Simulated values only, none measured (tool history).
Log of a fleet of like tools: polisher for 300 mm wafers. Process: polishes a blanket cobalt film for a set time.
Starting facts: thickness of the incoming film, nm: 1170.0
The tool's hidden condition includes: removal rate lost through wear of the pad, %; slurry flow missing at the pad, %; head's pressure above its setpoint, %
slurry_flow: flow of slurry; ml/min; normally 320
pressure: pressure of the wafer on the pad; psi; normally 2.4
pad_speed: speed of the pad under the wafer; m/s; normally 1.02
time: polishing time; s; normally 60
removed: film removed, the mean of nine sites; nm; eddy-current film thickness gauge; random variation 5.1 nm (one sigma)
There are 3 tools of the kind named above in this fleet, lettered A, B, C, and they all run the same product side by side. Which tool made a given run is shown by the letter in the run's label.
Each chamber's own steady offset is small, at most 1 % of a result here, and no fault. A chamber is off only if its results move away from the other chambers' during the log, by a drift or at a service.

run,hour,slurry_flow,pressure,pad_speed,time,wafers polished on this pad,hours since the slurry nozzle was cleaned,hours since the head pressure was calibrated,removed
# hour 4.3: chamber A: slurry nozzle cleaned
1C,8.0,320,2.4,1.02,60,479,30.9,763.3,343.37
# hour 15.0: chamber C: worn pad replaced by a new one
2A,17.1,320,2.4,1.02,60,536,12.8,617.6,358.44
# hour 20.1: chamber A: worn pad replaced by a new one
# hour 21.6: chamber C: head pressure recalibrated
3B,25.5,320,2.4,1.02,60,759,609.4,34.6,348.94
4C,31.2,320,2.4,1.02,60,195,54.1,9.7,349.52
5A,39.1,320,2.4,1.02,60,227,34.8,639.6,365.13
6B,49.1,320,2.4,1.02,60,1042,633.0,58.2,350.88
7C,54.1,320,1.9,1.02,60,469,77.0,32.6,286.38
# hour 56.9: chamber B: worn pad replaced by a new one
8A,59.8,320,1.9,1.02,60,475,55.5,660.3,280.48
# hour 64.1: chamber C: worn pad replaced by a new one
9B,64.4,320,1.9,1.02,60,91,648.3,73.5,279.10
# hour 71.4: chamber A: worn pad replaced by a new one
10A,71.5,320,2.4,1.02,60,2,67.2,672.0,366.27
11C,78.9,320,2.4,1.02,60,177,101.8,57.4,360.86
12B,84.1,320,2.4,1.02,60,327,668.0,93.2,355.35
13A,91.0,240,2.4,0.74,60,236,86.7,691.5,244.49
14B,97.9,240,2.4,0.74,60,492,681.8,107.0,246.73
15C,102.7,240,2.4,0.74,60,463,125.6,81.2,252.71
# hour 108.4: chamber B: slurry nozzle cleaned
16A,110.5,320,2.4,1.02,60,469,106.2,711.0,355.72
# hour 114.7: chamber C: worn pad replaced by a new one
17C,117.5,320,2.4,1.02,60,33,140.4,96.0,352.63
# hour 120.9: chamber A: worn pad replaced by a new one
18B,125.5,400,2.4,1.02,60,823,17.2,134.6,356.61
19B,135.0,400,2.4,1.02,60,937,26.7,144.1,352.53
# hour 138.4: chamber B: worn pad replaced by a new one
20A,140.8,400,2.4,1.02,60,238,136.5,741.3,360.10
21C,148.8,320,2.4,1.02,60,408,171.7,127.3,358.40
22C,155.9,320,2.4,1.02,60,494,178.8,134.4,348.50
23B,160.8,320,2.4,1.02,60,269,52.5,169.9,360.05
# hour 163.3: chamber C: worn pad replaced by a new one
24A,168.2,320,2.4,1.02,60,567,163.9,768.7,347.64
# hour 172.5: chamber A: worn pad replaced by a new one
25A,173.5,320,2.4,1.02,60,12,169.2,774.0,359.91
26C,179.8,320,2.4,1.02,60,198,202.7,158.3,342.52
27B,189.2,320,2.4,1.02,60,609,80.9,198.3,349.80
28A,195.2,320,2.4,1.02,60,272,190.9,795.7,356.24
# hour 201.5: chamber C: slurry nozzle cleaned
29C,202.9,320,2.4,1.02,60,475,1.4,181.4,351.60
30B,212.9,320,2.4,0.88,60,893,104.6,222.0,306.27
# hour 216.2: chamber A: worn pad replaced by a new one
31C,217.8,320,2.4,0.88,60,654,16.3,196.3,303.96
# hour 218.2: chamber C: worn pad replaced by a new one
32B,224.8,320,2.4,0.88,60,1036,116.5,233.9,304.26
# hour 226.4: chamber B: worn pad replaced by a new one
33A,231.1,320,1.9,1.02,76,179,226.8,831.6,362.02
34B,241.3,320,1.9,1.02,76,178,133.0,250.4,358.55
35C,248.4,320,1.9,1.02,76,362,46.9,226.9,358.99

Decide between three cases: one chamber stands off from its peers, the gauge reading all wafers drifts, or nothing is wrong past each chamber's small offset. Where a chamber is off, say which and what most likely put it there.

No chamber stands off beyond its own small offset, and the gauge holds steady.

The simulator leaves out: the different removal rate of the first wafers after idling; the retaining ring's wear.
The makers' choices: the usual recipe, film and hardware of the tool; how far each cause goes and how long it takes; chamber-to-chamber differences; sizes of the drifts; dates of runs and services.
